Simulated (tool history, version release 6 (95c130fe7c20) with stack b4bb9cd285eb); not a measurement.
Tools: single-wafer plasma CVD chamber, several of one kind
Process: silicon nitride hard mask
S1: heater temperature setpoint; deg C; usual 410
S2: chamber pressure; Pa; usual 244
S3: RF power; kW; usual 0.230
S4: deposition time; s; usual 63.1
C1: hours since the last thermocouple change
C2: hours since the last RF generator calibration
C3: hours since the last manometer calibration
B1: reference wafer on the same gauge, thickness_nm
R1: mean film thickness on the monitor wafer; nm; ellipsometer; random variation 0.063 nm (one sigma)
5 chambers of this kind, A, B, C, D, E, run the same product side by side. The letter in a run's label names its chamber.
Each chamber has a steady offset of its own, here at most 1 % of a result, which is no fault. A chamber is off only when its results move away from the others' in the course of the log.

Run 1D, hour 7.4: usual settings; C1 182.3; C2 671.1; C3 320.9; B1 56.112. Result: R1 62.545 nm.
Run 2C, hour 19.1: usual settings; C1 2369.5; C2 861.6; C3 586.2; B1 56.108. Result: R1 62.445 nm.
At hour 25.4: chamber E: thermocouple changed; heater temperature recalibrated.
Run 3B, hour 26.8: usual settings; C1 654.4; C2 1207.3; C3 1020.7; B1 56.106. Result: R1 62.610 nm.
Run 4A, hour 41.2: usual settings; C1 98.4; C2 692.5; C3 1323.1; B1 56.086. Result: R1 62.611 nm.
Run 5E, hour 53.3: usual settings; C1 28.0; C2 1415.7; C3 1619.8; B1 56.073. Result: R1 62.164 nm.
Run 6B, hour 66.2: usual settings; C1 693.8; C2 1246.7; C3 1060.1; B1 56.071. Result: R1 62.560 nm.
Run 7C, hour 78.2: usual settings; C1 2428.6; C2 920.7; C3 645.3; B1 56.072. Result: R1 62.492 nm.
Run 8E, hour 92.6: usual settings but S4 52.0 s; C1 67.3; C2 1455.0; C3 1659.1; B1 56.061. Result: R1 51.095 nm.
Run 9A, hour 107.8: usual settings but S4 52.0 s; C1 165.0; C2 759.1; C3 1389.7; B1 56.052. Result: R1 51.400 nm.
Run 10D, hour 121.8: usual settings but S4 52.0 s; C1 296.7; C2 785.5; C3 435.3; B1 56.058. Result: R1 51.431 nm.
Run 11D, hour 137.3: usual settings but S4 52.0 s; C1 312.2; C2 801.0; C3 450.8; B1 56.020. Result: R1 51.498 nm.
Run 12A, hour 147.3: usual settings but S4 52.0 s; C1 204.5; C2 798.6; C3 1429.2; B1 56.018. Result: R1 51.439 nm.
Run 13B, hour 160.0: usual settings; C1 787.6; C2 1340.5; C3 1153.9; B1 56.033. Result: R1 62.605 nm.
Run 14E, hour 169.1: usual settings; C1 143.8; C2 1531.5; C3 1735.6; B1 56.025. Result: R1 62.024 nm.
Run 15C, hour 180.4: usual settings; C1 2530.8; C2 1022.9; C3 747.5; B1 56.011. Result: R1 62.384 nm.
Run 16E, hour 195.8: usual settings but S1 418 deg C, S3 0.185 kW; C1 170.5; C2 1558.2; C3 1762.3; B1 56.004. Result: R1 52.695 nm.
Run 17C, hour 212.0: usual settings but S1 418 deg C, S3 0.185 kW; C1 2562.4; C2 1054.5; C3 779.1; B1 56.010. Result: R1 52.712 nm.
Run 18D, hour 225.4: usual settings but S1 418 deg C, S3 0.185 kW; C1 400.3; C2 889.1; C3 538.9; B1 56.015. Result: R1 52.924 nm.
Run 19A, hour 234.7: usual settings but S1 418 deg C, S3 0.185 kW; C1 291.9; C2 886.0; C3 1516.6; B1 55.985. Result: R1 52.910 nm.
Run 20B, hour 249.6: usual settings but S1 418 deg C, S3 0.185 kW; C1 877.2; C2 1430.1; C3 1243.5; B1 55.989. Result: R1 53.107 nm.
Run 21E, hour 261.0: usual settings; C1 235.7; C2 1623.4; C3 1827.5; B1 55.983. Result: R1 61.957 nm.
Run 22B, hour 276.6: usual settings; C1 904.2; C2 1457.1; C3 1270.5; B1 55.980. Result: R1 62.465 nm.
Run 23C, hour 286.9: usual settings; C1 2637.3; C2 1129.4; C3 854.0; B1 55.973. Result: R1 62.375 nm.
Run 24D, hour 300.3: usual settings; C1 475.2; C2 964.0; C3 613.8; B1 55.967. Result: R1 62.208 nm.
At hour 302.3: chamber B: capacitance manometer re-zeroed and calibrated.
Run 25A, hour 316.8: usual settings but S3 0.190 kW; C1 374.0; C2 968.1; C3 1598.7; B1 55.960. Result: R1 54.147 nm.
Run 26B, hour 323.9: usual settings but S3 0.190 kW; C1 951.5; C2 1504.4; C3 21.7; B1 55.948. Result: R1 54.322 nm.
Run 27C, hour 335.9: usual settings but S3 0.190 kW; C1 2686.3; C2 1178.4; C3 903.0; B1 55.959. Result: R1 53.993 nm.
Run 28A, hour 346.1: usual settings but S3 0.190 kW; C1 403.3; C2 997.4; C3 1628.0; B1 55.935. Result: R1 54.078 nm.
Run 29E, hour 357.8: usual settings but S3 0.190 kW; C1 332.5; C2 1720.2; C3 1924.3; B1 55.943. Result: R1 53.814 nm.
Run 30D, hour 372.0: usual settings; C1 546.9; C2 1035.7; C3 685.5; B1 55.934. Result: R1 62.352 nm.
Run 31D, hour 388.2: usual settings but S1 398 deg C, S4 53.5 s; C1 563.1; C2 1051.9; C3 701.7; B1 55.921. Result: R1 53.108 nm.
Run 32C, hour 396.0: usual settings but S1 398 deg C, S4 53.5 s; C1 2746.4; C2 1238.5; C3 963.1; B1 55.919. Result: R1 53.114 nm.
At hour 400.9: chamber C: capacitance manometer re-zeroed and calibrated.
Run 33A, hour 405.3: usual settings but S1 398 deg C, S4 53.5 s; C1 462.5; C2 1056.6; C3 1687.2; B1 55.917. Result: R1 53.085 nm.
Run 34E, hour 421.0: usual settings but S1 398 deg C, S4 53.5 s; C1 395.7; C2 1783.4; C3 1987.5; B1 55.909. Result: R1 52.890 nm.
Run 35B, hour 434.0: usual settings but S1 398 deg C, S4 53.5 s; C1 1061.6; C2 1614.5; C3 131.8; B1 55.922. Result: R1 53.326 nm.
Run 36E, hour 448.2: usual settings but S2 212 Pa; C1 422.9; C2 1810.6; C3 2014.7; B1 55.901. Result: R1 59.421 nm.
Run 37A, hour 463.5: usual settings but S2 212 Pa; C1 520.7; C2 1114.8; C3 1745.4; B1 55.884. Result: R1 59.809 nm.
Run 38D, hour 474.4: usual settings but S2 212 Pa; C1 649.3; C2 1138.1; C3 787.9; B1 55.888. Result: R1 59.688 nm.
Run 39C, hour 486.8: usual settings but S2 212 Pa; C1 2837.2; C2 1329.3; C3 86.0; B1 55.872. Result: R1 59.796 nm.
Run 40B, hour 495.4: usual settings but S2 212 Pa; C1 1123.0; C2 1675.9; C3 193.2; B1 55.877. Result: R1 59.994 nm.
Run 41A, hour 505.0: usual settings; C1 562.2; C2 1156.3; C3 1786.9; B1 55.881. Result: R1 62.217 nm.

All 5 chambers run these settings next. Forecast each chamber's results:
Run 42A, hour 516.7: usual settings but S3 0.245 kW. Result: R1 ?.
Run 42B, hour 516.7: usual settings but S3 0.245 kW. Result: R1 ?.
Run 42C, hour 516.7: usual settings but S3 0.245 kW. Result: R1 ?.
Run 42D, hour 516.7: usual settings but S3 0.245 kW. Result: R1 ?.
Run 42E, hour 516.7: usual settings but S3 0.245 kW. Result: R1 ?.

run      R1
42A  65.073
42B  65.197
42C  64.993
42D  65.006
42E  64.618

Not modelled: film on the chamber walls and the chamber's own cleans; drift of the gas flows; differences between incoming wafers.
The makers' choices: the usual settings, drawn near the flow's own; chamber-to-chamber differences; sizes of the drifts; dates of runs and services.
